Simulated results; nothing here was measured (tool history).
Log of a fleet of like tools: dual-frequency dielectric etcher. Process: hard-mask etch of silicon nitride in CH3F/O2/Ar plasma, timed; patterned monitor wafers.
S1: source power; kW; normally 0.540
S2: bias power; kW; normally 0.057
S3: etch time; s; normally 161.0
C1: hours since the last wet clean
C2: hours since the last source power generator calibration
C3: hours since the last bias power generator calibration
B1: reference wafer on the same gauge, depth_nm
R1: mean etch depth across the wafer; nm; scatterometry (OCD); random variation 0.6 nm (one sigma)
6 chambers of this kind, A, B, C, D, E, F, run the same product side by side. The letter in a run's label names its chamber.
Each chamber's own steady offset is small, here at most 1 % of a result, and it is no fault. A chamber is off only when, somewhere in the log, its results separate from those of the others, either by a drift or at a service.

run   hour     S1     S2     S3     C1      C2      C3      B1      R1
 1C   13.5  0.540  0.057  161.0  140.8  2662.4  3007.9  123.09  118.65
 2F   26.4  0.540  0.057  161.0  350.9  3706.8  2391.5  122.97  116.78
 3A   36.0  0.540  0.057  161.0  312.9  2371.2  2024.0  122.90  117.77
 4E   48.4  0.540  0.057  161.0  397.1  2455.2    62.9  123.07  118.22
 5B   61.4  0.540  0.057  161.0  118.0   142.4  1337.3  122.95  118.41
 6D   69.9  0.540  0.057  161.0  197.2  1331.9   246.5  122.85  116.15
 7B   78.6  0.540  0.057  161.0  135.2   159.6  1354.5  122.97  117.68
 8C   88.1  0.540  0.057  161.0  215.4  2737.0  3082.5  123.13  117.51
 9A   95.3  0.540  0.057  161.0  372.2  2430.5  2083.3  123.03  117.07
10D  104.1  0.540  0.057  161.0  231.4  1366.1   280.7  122.90  116.93
11E  114.4  0.590  0.057  161.0  463.1  2521.2   128.9  123.09  121.43
12F  128.9  0.590  0.057  161.0  453.4  3809.3  2494.0  122.94  120.37
13E  138.3  0.590  0.057  161.0  487.0  2545.1   152.8  123.10  120.60
14A  150.3  0.590  0.057  161.0  427.2  2485.5  2138.3  123.00  121.07
15B  163.8  0.590  0.057  161.0  220.4   244.8  1439.7  122.86  122.56
16F  174.3  0.590  0.057  161.0  498.8  3854.7  2539.4  122.88  120.67
17D  182.7  0.540  0.057  161.0  310.0  1444.7   359.3  122.96  116.99
18C  191.9  0.540  0.057  161.0  319.2  2840.8  3186.3  122.97  117.47
     201.0  -- chamber D: wet clean of the chamber
19F  207.6  0.670  0.057  161.0  532.1  3888.0  2572.7  123.01  126.12
     218.2  -- chamber A: source power generator calibrated
20B  219.1  0.670  0.057  161.0  275.7   300.1  1495.0  122.85  129.55
21A  233.1  0.670  0.057  161.0  510.0    14.9  2221.1  123.12  126.79
22C  246.5  0.670  0.057  161.0  373.8  2895.4  3240.9  123.09  126.71
     261.6  -- chamber F: wet clean of the chamber
23E  261.8  0.670  0.057  161.0  610.5  2668.6   276.3  123.12  128.04
     263.3  -- chamber E: wet clean of the chamber
24D  272.8  0.670  0.057  161.0   71.8  1534.8   449.4  123.03  122.97
     278.4  -- chamber C: wet clean of the chamber
25D  287.5  0.540  0.057  175.5   86.5  1549.5   464.1  123.11  123.89
26F  297.4  0.540  0.057  175.5   35.8  3977.8  2662.5  122.98  126.78
27A  313.4  0.540  0.057  175.5  590.3    95.2  2301.4  122.99  126.53
28B  322.6  0.540  0.057  175.5  379.2   403.6  1598.5  123.01  128.36
29C  329.8  0.540  0.057  175.5   51.4  2978.7  3324.2  123.04  128.91
     332.6  -- chamber D: source power generator calibrated
30E  344.0  0.540  0.057  175.5   80.7  2750.8   358.5  123.02  128.78
31B  357.3  0.540  0.049  176.5  413.9   438.3  1633.2  122.89  122.76
     358.3  -- chamber A: wet clean of the chamber
32A  368.2  0.540  0.049  176.5    9.9   150.0  2356.2  122.90  121.94
33C  383.2  0.540  0.049  176.5  104.8  3032.1  3377.6  122.96  122.50
34F  393.3  0.540  0.049  176.5  131.7  4073.7  2758.4  122.99  121.96
35D  407.2  0.540  0.049  176.5  206.2    74.7   583.8  122.94  117.61
36E  416.0  0.540  0.049  176.5  152.7  2822.8   430.5  123.06  124.08
37B  427.9  0.580  0.057  192.0  484.5   508.9  1703.8  122.85  144.66
38F  440.8  0.580  0.057  192.0  179.2  4121.2  2805.9  123.20  141.57
39E  449.5  0.580  0.057  192.0  186.2  2856.3   464.0  122.96  144.14
40D  460.4  0.580  0.057  192.0  259.4   127.9   637.0  123.05  139.50
     462.7  -- chamber A: bias power generator calibrated
     469.0  -- chamber B: bias power generator calibrated
41C  470.0  0.580  0.057  192.0  191.6  3118.9  3464.4  122.92  145.25
     470.2  -- chamber B: wet clean of the chamber
42A  483.8  0.580  0.057  192.0  125.5   265.6    21.1  123.00  144.03
43B  492.1  0.540  0.048  200.0   22.0   573.1    23.2  122.97  139.38
44F  504.2  0.540  0.048  200.0  242.6  4184.6  2869.3  122.99  136.51

The same settings go to every chamber for the next run, one line per chamber below. Forecast the results for each:
45A  515.8  0.540  0.057  190.5                   ?
45B  515.8  0.540  0.057  190.5                   ?
45C  515.8  0.540  0.057  190.5                   ?
45D  515.8  0.540  0.057  190.5                   ?
45E  515.8  0.540  0.057  190.5                   ?
45F  515.8  0.540  0.057  190.5                   ?

run      R1
45A  137.50
45B  138.26
45C  138.25
45D  132.88
45E  139.09
45F  137.23

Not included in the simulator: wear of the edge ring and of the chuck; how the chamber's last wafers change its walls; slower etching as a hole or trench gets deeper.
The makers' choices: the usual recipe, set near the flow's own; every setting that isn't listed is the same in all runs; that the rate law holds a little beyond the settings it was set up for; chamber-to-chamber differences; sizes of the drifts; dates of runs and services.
